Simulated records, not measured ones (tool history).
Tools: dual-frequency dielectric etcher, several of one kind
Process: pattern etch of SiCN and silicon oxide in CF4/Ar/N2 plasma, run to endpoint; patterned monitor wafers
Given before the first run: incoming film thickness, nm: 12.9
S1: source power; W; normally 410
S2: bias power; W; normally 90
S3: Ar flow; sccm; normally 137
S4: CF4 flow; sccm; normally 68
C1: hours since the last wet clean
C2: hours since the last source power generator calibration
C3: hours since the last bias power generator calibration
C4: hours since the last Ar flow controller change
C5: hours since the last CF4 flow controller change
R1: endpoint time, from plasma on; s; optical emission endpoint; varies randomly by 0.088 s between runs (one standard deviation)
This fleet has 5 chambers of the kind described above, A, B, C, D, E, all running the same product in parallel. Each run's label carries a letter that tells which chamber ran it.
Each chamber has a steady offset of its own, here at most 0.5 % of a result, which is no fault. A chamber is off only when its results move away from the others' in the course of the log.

run 1A day=0.504 | S1=410 S2=90 S3=137 S4=68 | C1=14.1 C2=88.8 C3=3295.6 C4=2764.9 C5=2622.4 | R1=15.784
run 2C day=1.008 | S1=410 S2=90 S3=137 S4=68 | C1=144.4 C2=2590.8 C3=2240.3 C4=1068.2 C5=1745.3 | R1=15.913
run 3D day=1.475 | S1=410 S2=90 S3=137 S4=68 | C1=281.7 C2=1117.4 C3=351.6 C4=1884.6 C5=890 | R1=15.716
run 4B day=1.725 | S1=410 S2=90 S3=137 S4=68 | C1=216.4 C2=1283.7 C3=923 C4=664.6 C5=2675.8 | R1=15.893
-- day=1.867 chamber A: CF4 flow controller replaced
run 5E day=2.079 | S1=410 S2=90 S3=137 S4=68 | C1=177.4 C2=2664.5 C3=3062.6 C4=1797.4 C5=1289.5 | R1=15.855
run 6A day=2.508 | S1=410 S2=90 S3=137 S4=68 | C1=62.2 C2=136.9 C3=3343.7 C4=2813 C5=15.5 | R1=15.814
run 7E day=2.942 | S1=410 S2=90 S3=137 S4=61 | C1=198.1 C2=2685.2 C3=3083.3 C4=1818.1 C5=1310.2 | R1=16.038
run 8B day=3.304 | S1=410 S2=90 S3=137 S4=61 | C1=254.3 C2=1321.6 C3=960.9 C4=702.5 C5=2713.7 | R1=16.1
run 9C day=3.608 | S1=410 S2=90 S3=137 S4=61 | C1=206.8 C2=2653.2 C3=2302.7 C4=1130.6 C5=1807.7 | R1=16.173
run 10D day=3.921 | S1=410 S2=90 S3=137 S4=61 | C1=340.4 C2=1176.1 C3=410.3 C4=1943.3 C5=948.7 | R1=15.917
run 11C day=4.388 | S1=410 S2=90 S3=137 S4=61 | C1=225.5 C2=2671.9 C3=2321.4 C4=1149.3 C5=1826.4 | R1=16.122
run 12A day=4.675 | S1=410 S2=90 S3=137 S4=68 | C1=114.2 C2=188.9 C3=3395.7 C4=2865 C5=67.5 | R1=15.702
run 13E day=5.175 | S1=410 S2=90 S3=137 S4=68 | C1=251.7 C2=2738.8 C3=3136.9 C4=1871.7 C5=1363.8 | R1=16.064
run 14B day=5.567 | S1=410 S2=90 S3=137 S4=68 | C1=308.6 C2=1375.9 C3=1015.2 C4=756.8 C5=2768 | R1=15.821
run 15D day=5.946 | S1=410 S2=90 S3=137 S4=68 | C1=389 C2=1224.7 C3=458.9 C4=1991.9 C5=997.3 | R1=15.572
run 16D day=6.212 | S1=410 S2=90 S3=137 S4=68 | C1=395.4 C2=1231.1 C3=465.3 C4=1998.3 C5=1003.7 | R1=15.665
run 17B day=6.554 | S1=410 S2=109 S3=137 S4=68 | C1=332.3 C2=1399.6 C3=1038.9 C4=780.5 C5=2791.7 | R1=14.658
run 18A day=6.962 | S1=410 S2=109 S3=137 S4=68 | C1=169.1 C2=243.8 C3=3450.6 C4=2919.9 C5=122.4 | R1=14.714
run 19C day=7.308 | S1=410 S2=109 S3=137 S4=68 | C1=295.6 C2=2742 C3=2391.5 C4=1219.4 C5=1896.5 | R1=14.635
run 20E day=7.721 | S1=410 S2=109 S3=137 S4=68 | C1=312.8 C2=2799.9 C3=3198 C4=1932.8 C5=1424.9 | R1=15.125
run 21B day=7.967 | S1=410 S2=109 S3=137 S4=68 | C1=366.2 C2=1433.5 C3=1072.8 C4=814.4 C5=2825.6 | R1=14.767
run 22D day=8.2 | S1=410 S2=90 S3=137 S4=68 | C1=443.1 C2=1278.8 C3=513 C4=2046 C5=1051.4 | R1=15.788
-- day=8.642 chamber A: bias power generator calibrated
run 23E day=8.7 | S1=410 S2=90 S3=137 S4=68 | C1=336.3 C2=2823.4 C3=3221.5 C4=1956.3 C5=1448.4 | R1=16.143
run 24C day=9.138 | S1=410 S2=90 S3=137 S4=68 | C1=339.5 C2=2785.9 C3=2435.4 C4=1263.3 C5=1940.4 | R1=15.73
run 25A day=9.392 | S1=410 S2=90 S3=137 S4=68 | C1=227.4 C2=302.1 C3=18 C4=2978.2 C5=180.7 | R1=15.767
run 26E day=9.725 | S1=410 S2=90 S3=137 S4=68 | C1=360.9 C2=2848 C3=3246.1 C4=1980.9 C5=1473 | R1=16.428
run 27A day=10.054 | S1=410 S2=90 S3=137 S4=68 | C1=243.3 C2=318 C3=33.9 C4=2994.1 C5=196.6 | R1=15.842
run 28C day=10.404 | S1=410 S2=90 S3=137 S4=68 | C1=369.9 C2=2816.3 C3=2465.8 C4=1293.7 C5=1970.8 | R1=15.756
run 29D day=10.692 | S1=410 S2=90 S3=137 S4=68 | C1=502.9 C2=1338.6 C3=572.8 C4=2105.8 C5=1111.2 | R1=15.615
run 30B day=10.996 | S1=410 S2=90 S3=137 S4=68 | C1=438.9 C2=1506.2 C3=1145.5 C4=887.1 C5=2898.3 | R1=15.772
run 31C day=11.408 | S1=410 S2=90 S3=137 S4=68 | C1=394 C2=2840.4 C3=2489.9 C4=1317.8 C5=1994.9 | R1=15.76

All chambers now run identical settings, listed one chamber a line with results as question marks. What results will each chamber show?
run 32A day=11.788 | S1=410 S2=90 S3=137 S4=68 | R1=?
run 32B day=11.788 | S1=410 S2=90 S3=137 S4=68 | R1=?
run 32C day=11.788 | S1=410 S2=90 S3=137 S4=68 | R1=?
run 32D day=11.788 | S1=410 S2=90 S3=137 S4=68 | R1=?
run 32E day=11.788 | S1=410 S2=90 S3=137 S4=68 | R1=?

run=32A R1=15.691
run=32B R1=15.808
run=32C R1=15.797
run=32D R1=15.706
run=32E R1=16.49
